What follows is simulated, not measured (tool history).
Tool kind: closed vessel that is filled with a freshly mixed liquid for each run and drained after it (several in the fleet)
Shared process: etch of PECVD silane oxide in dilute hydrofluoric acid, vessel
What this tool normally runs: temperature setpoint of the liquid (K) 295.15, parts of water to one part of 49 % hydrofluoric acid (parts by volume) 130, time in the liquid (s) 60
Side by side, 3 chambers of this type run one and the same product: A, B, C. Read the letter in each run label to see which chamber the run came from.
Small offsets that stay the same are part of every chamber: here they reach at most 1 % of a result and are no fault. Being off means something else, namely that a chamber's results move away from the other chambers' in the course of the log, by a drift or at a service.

run,hour,temperature setpoint of the liquid (K),parts of water to one part of 49 % hydrofluoric acid (parts by volume),time in the liquid (s),"read-back film thickness of the PECVD silane oxide reference wafer, read on the same gauge (nm)",thickness taken off the PECVD silane oxide on a monitor wafer (nm)
1C,9.3,295.15,130,60,50.042,7.9514
2B,18.3,295.15,130,60,49.980,7.9272
3A,28.2,295.15,130,60,49.978,7.8010
4C,33.3,295.15,130,60,50.037,7.8414
5A,37.9,295.15,130,80,49.995,10.5150
6B,43.9,295.15,130,80,50.001,10.4750
7C,51.7,295.15,130,80,49.983,10.5840
8B,60.7,295.15,130,60,50.034,8.0141
9A,66.0,295.15,130,60,50.033,7.8565
10A,73.5,295.15,130,60,49.982,7.7869
11C,80.7,298.15,130,30,50.015,4.4475
12B,85.8,298.15,130,30,50.034,4.4386
13C,91.1,298.15,130,30,49.992,4.4598
14B,99.7,295.15,130,60,49.986,7.9944
15A,105.6,295.15,165,60,49.985,5.8770
16C,113.8,295.15,165,60,50.052,6.0017
17A,118.6,295.15,165,60,49.974,5.8733
18B,126.1,295.15,130,60,50.029,7.9085
19B,132.4,295.15,130,60,50.010,7.7995
# hour 135.3: chamber A: thermometer replaced
20C,136.9,295.15,130,60,49.982,7.9628
21A,146.5,292.15,130,95,49.999,10.9680
22B,154.1,292.15,130,95,50.001,10.9360
23C,159.1,292.15,130,95,50.033,11.1280
24A,167.8,295.15,130,60,49.957,7.8428
25C,174.6,295.15,130,60,50.008,7.9147
26B,181.1,295.15,130,60,49.981,7.7520
27A,186.2,295.15,130,60,49.989,7.8368
28B,193.2,295.15,130,60,49.996,7.6506
29C,198.0,295.15,130,60,49.998,8.0111
30A,204.2,295.15,130,60,50.011,7.8238
31C,210.9,298.15,130,60,49.968,8.8885
32B,219.9,298.15,130,60,50.000,8.5811
33A,226.3,298.15,130,60,50.002,8.8074
34C,231.9,295.15,130,60,50.006,7.8992
35B,241.2,295.15,130,60,49.969,7.6235
36A,248.5,295.15,130,60,49.992,7.8057
37A,253.9,295.15,130,60,50.005,7.7953
38B,259.9,295.15,130,60,49.990,7.4906
39C,265.1,295.15,130,60,50.016,7.9220
40C,272.4,295.15,130,75,50.002,9.9338
41B,279.1,295.15,130,75,49.963,9.4131
42A,286.2,295.15,130,75,50.049,9.7376

What goes on in this fleet: one chamber off, a drifting gauge, or nothing beyond the chambers' own small offsets? Name the chamber and the cause, if any.

Little by little, chamber B moves away from the other chambers.
Most likely cause: liquid colder than its thermometer reads (K) = 1.48.
It could be hard to tell apart here from: hydrofluoric acid flow below the setpoint (%).

Chamber B could run next with any of the 4 candidate recipes listed below; each alters the usual settings, and their results appear as question marks. Which one brings its results back in line with what the other chambers deliver on the usual settings?
Counts as in line when no further than this from what the other chambers average on the usual settings: thickness taken off the PECVD silane oxide on a monitor wafer (nm) 0.1800
43B-1,293.3,293.65,130,60,,?
43B-2,293.3,294.65,130,60,,?
43B-3,293.3,295.65,130,60,,?
43B-4,293.3,296.65,130,60,,?

Other chambers, usual settings, mean: thickness taken off the PECVD silane oxide on a monitor wafer (nm) 7.8787
run,thickness taken off the PECVD silane oxide on a monitor wafer (nm)
43B-1,7.0116
43B-2,7.2982
43B-3,7.5907
43B-4,7.8951
It is 43B-4 that realigns the chamber with its peers.
